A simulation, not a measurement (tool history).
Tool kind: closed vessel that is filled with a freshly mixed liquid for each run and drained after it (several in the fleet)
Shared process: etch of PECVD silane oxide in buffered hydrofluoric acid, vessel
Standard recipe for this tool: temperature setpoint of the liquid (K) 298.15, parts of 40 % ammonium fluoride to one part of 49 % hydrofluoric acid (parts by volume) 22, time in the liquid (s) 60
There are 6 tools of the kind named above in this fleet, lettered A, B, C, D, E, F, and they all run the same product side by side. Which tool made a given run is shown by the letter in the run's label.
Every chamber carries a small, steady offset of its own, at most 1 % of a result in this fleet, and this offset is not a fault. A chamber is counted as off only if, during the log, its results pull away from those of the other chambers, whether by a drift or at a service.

run   hour  temperature setpoint of the liquid (K)  parts of 40 % ammonium fluoride to one part of 49 % hydrofluoric acid (parts by volume)  time in the liquid (s)  hours since the thermometer was replaced  hours since the hydrofluoric acid flow meter was replaced  read-back film thickness of the PECVD silane oxide reference wafer, read on the same gauge (nm)  thickness taken off the PECVD silane oxide on a monitor wafer (nm)
 1D    7.4                                  298.15                                                                                       22                      60                                     681.7                                                      710.1                                                                                           29.988                                                              57.016
 2F   13.5                                  298.15                                                                                       22                      60                                     548.5                                                      104.1                                                                                           29.978                                                              56.809
 3B   25.9                                  298.15                                                                                       22                      60                                    1425.8                                                      313.0                                                                                           30.004                                                              57.485
 4A   32.5                                  298.15                                                                                       22                      60                                     439.5                                                       58.6                                                                                           29.995                                                              56.738
 5C   38.8                                  298.15                                                                                       22                      60                                     695.7                                                      762.2                                                                                           29.981                                                              57.087
 6E   49.2                                  300.15                                                                                       22                      60                                     883.2                                                      840.9                                                                                           29.994                                                              64.264
 7A   57.8                                  300.15                                                                                       22                      60                                     464.8                                                       83.9                                                                                           29.965                                                              63.354
 8D   69.1                                  300.15                                                                                       22                      60                                     743.4                                                      771.8                                                                                           30.007                                                              63.543
 9F   75.5                                  300.15                                                                                       22                      60                                     610.5                                                      166.1                                                                                           29.972                                                              63.290
10C   86.9                                  300.15                                                                                       22                      60                                     743.8                                                      810.3                                                                                           29.979                                                              63.500
11E   93.2                                  300.15                                                                                       22                      60                                     927.2                                                      884.9                                                                                           30.032                                                              64.318
12B   98.9                                  298.15                                                                                       22                      60                                    1498.8                                                      386.0                                                                                           29.982                                                              57.334
13F  108.6                                  298.15                                                                                       22                      60                                     643.6                                                      199.2                                                                                           29.980                                                              57.229
14C  119.8                                  298.15                                                                                       22                      60                                     776.7                                                      843.2                                                                                           29.983                                                              57.202
15B  132.4                                  296.65                                                                                       22                      60                                    1532.3                                                      419.5                                                                                           30.003                                                              53.716
16A  141.0                                  296.65                                                                                       22                      60                                     548.0                                                      167.1                                                                                           30.000                                                              51.523
17D  147.7                                  296.65                                                                                       22                      60                                     822.0                                                      850.4                                                                                           29.971                                                              52.324
18E  159.1                                  296.65                                                                                       22                      60                                     993.1                                                      950.8                                                                                           29.980                                                              53.661
19A  167.2                                  296.65                                                                                       22                      60                                     574.2                                                      193.3                                                                                           29.983                                                              50.933
20D  177.9                                  296.65                                                                                       22                      60                                     852.2                                                      880.6                                                                                           30.029                                                              52.641
21B  187.1                                  298.15                                                                                       22                      60                                    1587.0                                                      474.2                                                                                           29.988                                                              57.946
22C  194.6                                  298.15                                                                                       22                      60                                     851.5                                                      918.0                                                                                           29.990                                                              57.222
     197.6  -- chamber F: thermometer replaced
23F  204.4                                  298.15                                                                                       22                      60                                       6.9                                                      295.0                                                                                           30.001                                                              56.975
24E  210.8                                  298.15                                                                                       22                      60                                    1044.8                                                     1002.5                                                                                           29.986                                                              57.455
25D  217.3                                  298.15                                                                                       22                      75                                     891.6                                                      920.0                                                                                           30.015                                                              71.044
26F  229.1                                  298.15                                                                                       22                      75                                      31.6                                                      319.7                                                                                           29.976                                                              71.549
27A  241.6                                  298.15                                                                                       22                      75                                     648.6                                                      267.7                                                                                           29.995                                                              69.913
     241.7  -- chamber D: thermometer replaced
28B  250.5                                  298.15                                                                                       22                      75                                    1650.4                                                      537.6                                                                                           30.003                                                              71.910
29E  263.3                                  298.15                                                                                       22                      75                                    1097.3                                                     1055.0                                                                                           30.033                                                              72.253
30C  273.4                                  298.15                                                                                       22                      75                                     930.3                                                      996.8                                                                                           29.955                                                              70.627
31E  285.1                                  298.15                                                                                       22                      60                                    1119.1                                                     1076.8                                                                                           29.947                                                              57.294
32C  296.5                                  298.15                                                                                       22                      60                                     953.4                                                     1019.9                                                                                           29.963                                                              56.744
33D  309.2                                  298.15                                                                                       22                      60                                      67.5                                                     1011.9                                                                                           30.002                                                              56.806
34B  315.9                                  298.15                                                                                       22                      35                                    1715.8                                                      603.0                                                                                           30.008                                                              33.549
35A  323.2                                  298.15                                                                                       22                      35                                     730.2                                                      349.3                                                                                           29.956                                                              32.084
36F  330.7                                  298.15                                                                                       22                      35                                     133.2                                                      421.3                                                                                           30.046                                                              32.934

Is one chamber out of step, is the gauge drifting, or do the chambers differ by no more than their own small offsets? For an off chamber, give its letter and the likeliest cause.

It is chamber A that slowly wanders off from its peers.
Cause: liquid colder than its thermometer reads (K) = 0.706.
It could be hard to tell apart here from: hydrofluoric acid flow below the setpoint (%).

Chamber A could run next with any of the 4 candidate recipes listed below; each alters the usual settings, and their results appear as question marks. Which one brings its results back in line with what the other chambers deliver on the usual settings?
In line here means within this much of the mean the other chambers give on the usual settings: thickness taken off the PECVD silane oxide on a monitor wafer (nm) 0.920
37A-1  340.2                                  297.65                                                                                     22.5                      60                                                                                                                                                                                                                                                                         ?
37A-2  340.2                                  298.65                                                                                     21.5                      60                                                                                                                                                                                                                                                                         ?
37A-3  340.2                                  298.15                                                                                     24.5                      60                                                                                                                                                                                                                                                                         ?
37A-4  340.2                                  298.15                                                                                     22.0                      65                                                                                                                                                                                                                                                                         ?

Other chambers, usual settings, mean: thickness taken off the PECVD silane oxide on a monitor wafer (nm) 57.290
  run  thickness taken off the PECVD silane oxide on a monitor wafer (nm)
37A-1                                                              52.624
37A-2                                                              57.353
37A-3                                                              51.049
37A-4                                                              59.491
Change 37A-2 lands the chamber within the allowed miss of the other chambers.
